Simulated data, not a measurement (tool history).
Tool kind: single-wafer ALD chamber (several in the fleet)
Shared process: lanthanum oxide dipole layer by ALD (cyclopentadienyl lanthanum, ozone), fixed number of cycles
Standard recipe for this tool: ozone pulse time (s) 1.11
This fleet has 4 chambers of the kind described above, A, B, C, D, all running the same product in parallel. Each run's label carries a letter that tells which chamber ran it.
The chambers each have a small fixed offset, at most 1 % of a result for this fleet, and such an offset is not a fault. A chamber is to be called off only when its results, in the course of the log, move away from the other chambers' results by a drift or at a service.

run	hour	ozone pulse time (s)	hours since the last thermocouple change	hours since the last ozone generator service	read-back reference wafer on the same gauge, thickness_nm	mean film thickness on the monitor wafer (Å)
1A	10	1.11	1073.2	953.3	0.61177	5.1666
2D	24.1	1.11	1320	1142.6	0.612	5.1114
3B	39.1	1.11	769.2	1114.6	0.61221	5.0833
4C	50.9	1.11	515.9	1127	0.61178	5.15
5D	63.7	1.11	1359.6	1182.2	0.61221	5.1396
6A	72.6	1.11	1135.8	1015.9	0.61126	5.1277
7B	85.1	1.11	815.2	1160.6	0.61162	5.1033
8C	95.5	1.11	560.5	1171.6	0.61194	5.1826
9B	110.6	1.11	840.7	1186.1	0.61194	5.0758
10D	124.8	1.11	1420.7	1243.3	0.61143	5.1155
# hour 131.9: chamber B: thermocouple changed; heater temperature recalibrated
11C	139.1	1.11	604.1	1215.2	0.61191	5.1874
12A	148	1.11	1211.2	1091.3	0.61273	5.1266
13B	156.4	1.11	24.5	1231.9	0.61184	5.1017
14C	165.1	0.75	630.1	1241.2	0.61194	4.501
15A	176.7	0.75	1239.9	1120	0.61211	4.4715
16D	184.4	0.75	1480.3	1302.9	0.61242	4.4751
17A	198.5	0.75	1261.7	1141.8	0.61175	4.5051
18D	210.8	1.38	1506.7	1329.3	0.61192	5.395
19B	220.5	1.38	88.6	1296	0.61219	5.3705
20C	236.1	1.38	701.1	1312.2	0.61242	5.4514
21D	246.8	1.38	1542.7	1365.3	0.61109	5.3859
22C	259.1	0.72	724.1	1335.2	0.61216	4.4013
23B	266.9	0.72	135	1342.4	0.61197	4.3504
24A	276.2	0.72	1339.4	1219.5	0.61196	4.4316
# hour 279.5: chamber A: thermocouple changed; heater temperature recalibrated
25D	291.7	0.72	1587.6	1410.2	0.61195	4.3798
26A	300.6	1.11	21.1	1243.9	0.61212	5.1275
27B	309.2	1.11	177.3	1384.7	0.6121	5.1331
28C	317.1	1.11	782.1	1393.2	0.6123	5.1653

For the next run the whole fleet of 4 chambers uses the same settings. Give each chamber's results:
29A	328.2	0.7				?
29B	328.2	0.7				?
29C	328.2	0.7				?
29D	328.2	0.7				?

run	mean film thickness on the monitor wafer (Å)
29A	4.3766
29B	4.2772
29C	4.3573
29D	4.2954
